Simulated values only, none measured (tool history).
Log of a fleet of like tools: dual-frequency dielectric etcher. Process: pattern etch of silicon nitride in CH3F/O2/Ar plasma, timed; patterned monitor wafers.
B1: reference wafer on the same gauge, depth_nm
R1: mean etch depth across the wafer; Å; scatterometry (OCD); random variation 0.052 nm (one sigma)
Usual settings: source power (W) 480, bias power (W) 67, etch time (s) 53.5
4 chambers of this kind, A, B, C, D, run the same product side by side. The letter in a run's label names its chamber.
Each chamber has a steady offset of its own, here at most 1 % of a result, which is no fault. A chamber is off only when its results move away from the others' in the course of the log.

run 1A day=0.383 | source_power_(W)=480 bias_power_(W)=67 etch_time_(s)=53.5 | B1=38.998 | R1=391.46
run 2C day=0.85 | source_power_(W)=480 bias_power_(W)=67 etch_time_(s)=53.5 | B1=39.026 | R1=395.56
run 3B day=1.283 | source_power_(W)=480 bias_power_(W)=67 etch_time_(s)=53.5 | B1=39.023 | R1=392.46
run 4D day=1.8 | source_power_(W)=480 bias_power_(W)=67 etch_time_(s)=53.5 | B1=39.019 | R1=391.95
run 5D day=2.15 | source_power_(W)=480 bias_power_(W)=67 etch_time_(s)=53.5 | B1=39.018 | R1=391.78
run 6C day=2.575 | source_power_(W)=530 bias_power_(W)=60 etch_time_(s)=53.5 | B1=39.032 | R1=396.55
run 7A day=3.071 | source_power_(W)=530 bias_power_(W)=60 etch_time_(s)=53.5 | B1=39.042 | R1=393.65
run 8B day=3.408 | source_power_(W)=530 bias_power_(W)=60 etch_time_(s)=53.5 | B1=39.038 | R1=394.33
run 9C day=3.662 | source_power_(W)=530 bias_power_(W)=60 etch_time_(s)=53.5 | B1=39.041 | R1=397.31
run 10B day=4.129 | source_power_(W)=480 bias_power_(W)=67 etch_time_(s)=53.5 | B1=39.041 | R1=393.93
run 11A day=4.529 | source_power_(W)=480 bias_power_(W)=67 etch_time_(s)=53.5 | B1=39.054 | R1=392.82
-- day=4.821 chamber D: wet clean of the chamber
run 12D day=4.912 | source_power_(W)=480 bias_power_(W)=67 etch_time_(s)=53.5 | B1=39.063 | R1=392.25
-- day=5.046 chamber A: bias power generator calibrated
run 13D day=5.367 | source_power_(W)=480 bias_power_(W)=67 etch_time_(s)=53.5 | B1=39.046 | R1=393.15
run 14A day=5.754 | source_power_(W)=480 bias_power_(W)=67 etch_time_(s)=53.5 | B1=39.075 | R1=392.49
run 15B day=6.142 | source_power_(W)=480 bias_power_(W)=67 etch_time_(s)=53.5 | B1=39.088 | R1=393.68
run 16C day=6.521 | source_power_(W)=480 bias_power_(W)=67 etch_time_(s)=68 | B1=39.068 | R1=503.26
run 17A day=6.962 | source_power_(W)=480 bias_power_(W)=67 etch_time_(s)=68 | B1=39.088 | R1=498.89
run 18D day=7.346 | source_power_(W)=480 bias_power_(W)=67 etch_time_(s)=68 | B1=39.088 | R1=499.55
run 19B day=7.758 | source_power_(W)=480 bias_power_(W)=67 etch_time_(s)=68 | B1=39.077 | R1=501.73
run 20C day=8.262 | source_power_(W)=480 bias_power_(W)=67 etch_time_(s)=53.5 | B1=39.096 | R1=396.3
run 21A day=8.671 | source_power_(W)=480 bias_power_(W)=53 etch_time_(s)=53.5 | B1=39.097 | R1=364.6
-- day=8.867 chamber A: wet clean of the chamber
run 22C day=8.983 | source_power_(W)=480 bias_power_(W)=53 etch_time_(s)=53.5 | B1=39.103 | R1=366.94
-- day=9.117 chamber C: wet clean of the chamber
run 23D day=9.279 | source_power_(W)=480 bias_power_(W)=53 etch_time_(s)=53.5 | B1=39.11 | R1=363.94
run 24B day=9.804 | source_power_(W)=480 bias_power_(W)=53 etch_time_(s)=53.5 | B1=39.116 | R1=365.71
run 25D day=10.333 | source_power_(W)=480 bias_power_(W)=67 etch_time_(s)=53.5 | B1=39.124 | R1=392.72
run 26B day=10.8 | source_power_(W)=480 bias_power_(W)=67 etch_time_(s)=62 | B1=39.122 | R1=457.89
run 27C day=11.217 | source_power_(W)=480 bias_power_(W)=67 etch_time_(s)=62 | B1=39.124 | R1=461
run 28A day=11.562 | source_power_(W)=480 bias_power_(W)=67 etch_time_(s)=62 | B1=39.135 | R1=457.22
run 29A day=12.042 | source_power_(W)=480 bias_power_(W)=67 etch_time_(s)=62 | B1=39.144 | R1=456.72
run 30B day=12.592 | source_power_(W)=480 bias_power_(W)=67 etch_time_(s)=53.5 | B1=39.146 | R1=394.95
run 31D day=13.017 | source_power_(W)=480 bias_power_(W)=67 etch_time_(s)=53.5 | B1=39.156 | R1=392.91
run 32C day=13.483 | source_power_(W)=480 bias_power_(W)=67 etch_time_(s)=53.5 | B1=39.169 | R1=397.24
run 33A day=13.942 | source_power_(W)=480 bias_power_(W)=67 etch_time_(s)=53.5 | B1=39.172 | R1=394.01
run 34D day=14.454 | source_power_(W)=480 bias_power_(W)=67 etch_time_(s)=53.5 | B1=39.177 | R1=392.76
run 35C day=14.962 | source_power_(W)=480 bias_power_(W)=67 etch_time_(s)=53.5 | B1=39.176 | R1=397.6
run 36B day=15.492 | source_power_(W)=370 bias_power_(W)=67 etch_time_(s)=48.5 | B1=39.189 | R1=324.72
run 37D day=15.888 | source_power_(W)=370 bias_power_(W)=67 etch_time_(s)=48.5 | B1=39.203 | R1=322.97
run 38A day=16.283 | source_power_(W)=370 bias_power_(W)=67 etch_time_(s)=48.5 | B1=39.194 | R1=324.02
run 39C day=16.746 | source_power_(W)=370 bias_power_(W)=67 etch_time_(s)=48.5 | B1=39.194 | R1=325.71
run 40B day=17.029 | source_power_(W)=480 bias_power_(W)=67 etch_time_(s)=53.5 | B1=39.205 | R1=394.59
run 41C day=17.404 | source_power_(W)=480 bias_power_(W)=62 etch_time_(s)=44 | B1=39.2 | R1=318.08

What goes on in this fleet: one chamber off, a drifting gauge, or nothing beyond the chambers' own small offsets? Name the chamber and the cause, if any.

The gauge drifts, so all chambers seem to drift together. No chamber is off.
Cause: gauge reads high (%) = 0.541.
